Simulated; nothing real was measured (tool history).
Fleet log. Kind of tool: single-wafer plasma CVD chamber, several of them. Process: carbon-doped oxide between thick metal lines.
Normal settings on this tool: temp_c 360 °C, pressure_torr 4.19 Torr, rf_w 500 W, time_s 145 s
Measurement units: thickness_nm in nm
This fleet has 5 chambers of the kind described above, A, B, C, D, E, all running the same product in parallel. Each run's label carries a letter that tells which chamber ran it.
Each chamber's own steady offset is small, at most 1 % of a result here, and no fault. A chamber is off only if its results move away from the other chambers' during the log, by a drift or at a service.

run,day,temp_c,pressure_torr,rf_w,time_s,hours since the last thermocouple change,hours since the last RF generator calibration,hours since the last manometer calibration,"read-back reference wafer on the same gauge, thickness_nm",thickness_nm
1D,0.417,360,4.19,500,145,1160.2,1979.3,1772.2,641.74,692.78
2A,0.658,360,4.19,500,145,1422.2,720.7,1679.4,641.74,693.90
3C,0.979,360,4.19,500,145,1405.3,45.6,132.0,641.62,696.09
4E,1.262,360,4.19,500,145,276.2,38.0,407.9,641.71,693.25
5B,1.717,360,4.19,500,145,2690.8,334.9,931.9,641.55,698.65
6E,1.954,360,4.19,500,145,292.8,54.6,424.5,641.44,691.65
7D,2.304,360,4.19,500,145,1205.5,2024.6,1817.5,641.41,695.94
8A,2.633,360,4.19,500,145,1469.6,768.1,1726.8,641.37,691.88
9B,3.046,360,4.19,500,145,2722.7,366.8,963.8,641.13,697.98
10C,3.325,360,4.19,500,145,1461.6,101.9,188.3,641.06,693.67
11B,3.658,360,4.19,500,145,2737.4,381.5,978.5,641.02,697.63
12D,4.125,369,4.19,500,130,1249.2,2068.3,1861.2,640.94,610.63
13E,4.562,369,4.19,500,130,355.4,117.2,487.1,640.61,607.91
14C,5.008,369,4.19,500,130,1502.0,142.3,228.7,640.59,608.93
15A,5.379,369,4.19,500,130,1535.5,834.0,1792.7,640.89,607.09
16E,5.662,369,4.19,500,130,381.8,143.6,513.5,640.41,607.72
17A,6.179,360,4.19,500,145,1554.7,853.2,1811.9,640.27,691.53
# day 6.533: chamber A: thermocouple changed; heater temperature recalibrated
18B,6.558,360,3.30,500,157,2807.0,451.1,1048.1,640.48,730.12
19C,6.904,360,3.30,500,157,1547.5,187.8,274.2,640.20,727.47
20D,7.154,360,3.30,500,157,1321.9,2141.0,1933.9,640.18,726.69
21B,7.604,360,3.30,500,157,2832.1,476.2,1073.2,640.38,728.97
22C,8.008,360,3.30,500,157,1574.0,214.3,300.7,639.98,724.16
23E,8.350,360,4.19,500,145,446.3,208.1,578.0,639.69,690.49
24A,8.733,360,4.19,500,145,52.9,914.5,1873.2,639.58,690.87
25D,9.171,360,4.19,500,145,1370.3,2189.4,1982.3,639.36,694.14
26B,9.658,360,4.19,500,145,2881.4,525.5,1122.5,639.32,695.66
27E,10.008,360,4.19,500,145,486.1,247.9,617.8,639.27,690.82
28D,10.442,360,4.19,500,145,1400.8,2219.9,2012.8,639.42,692.45
29A,10.829,360,4.19,500,145,103.2,964.8,1923.5,638.95,689.12
30C,11.242,360,4.19,500,145,1651.6,291.9,378.3,638.96,692.55
31E,11.612,360,4.19,500,145,524.6,286.4,656.3,638.81,690.45
32D,12.138,360,4.19,500,145,1441.5,2260.6,2053.5,638.72,691.01
33C,12.529,360,4.19,500,145,1682.5,322.8,409.2,638.54,691.40
34A,12.812,360,4.19,500,145,150.8,1012.4,1971.1,638.78,688.94
# day 13.088: chamber A: RF generator calibrated
35B,13.221,360,4.19,500,145,2966.9,611.0,1208.0,638.23,696.69
36C,13.679,360,4.19,500,145,1710.1,350.4,436.8,638.50,690.11
37A,14.196,360,4.19,500,145,184.0,26.6,2004.3,638.06,688.21
# day 14.421: chamber B: thermocouple changed; heater temperature recalibrated
38B,14.450,360,4.19,500,145,0.7,640.5,1237.5,638.51,693.77
39D,14.854,360,4.19,500,145,1506.7,2325.8,2118.7,638.21,690.04
40E,15.175,360,4.19,500,145,610.1,371.9,741.8,638.13,689.93

Predict what each chamber gives when all 5 of them run the settings below next.
41A,15.550,360,4.19,500,145,,,,,?
41B,15.550,360,4.19,500,145,,,,,?
41C,15.550,360,4.19,500,145,,,,,?
41D,15.550,360,4.19,500,145,,,,,?
41E,15.550,360,4.19,500,145,,,,,?

run,thickness_nm
41A,687.94
41B,693.34
41C,689.55
41D,692.73
41E,689.68

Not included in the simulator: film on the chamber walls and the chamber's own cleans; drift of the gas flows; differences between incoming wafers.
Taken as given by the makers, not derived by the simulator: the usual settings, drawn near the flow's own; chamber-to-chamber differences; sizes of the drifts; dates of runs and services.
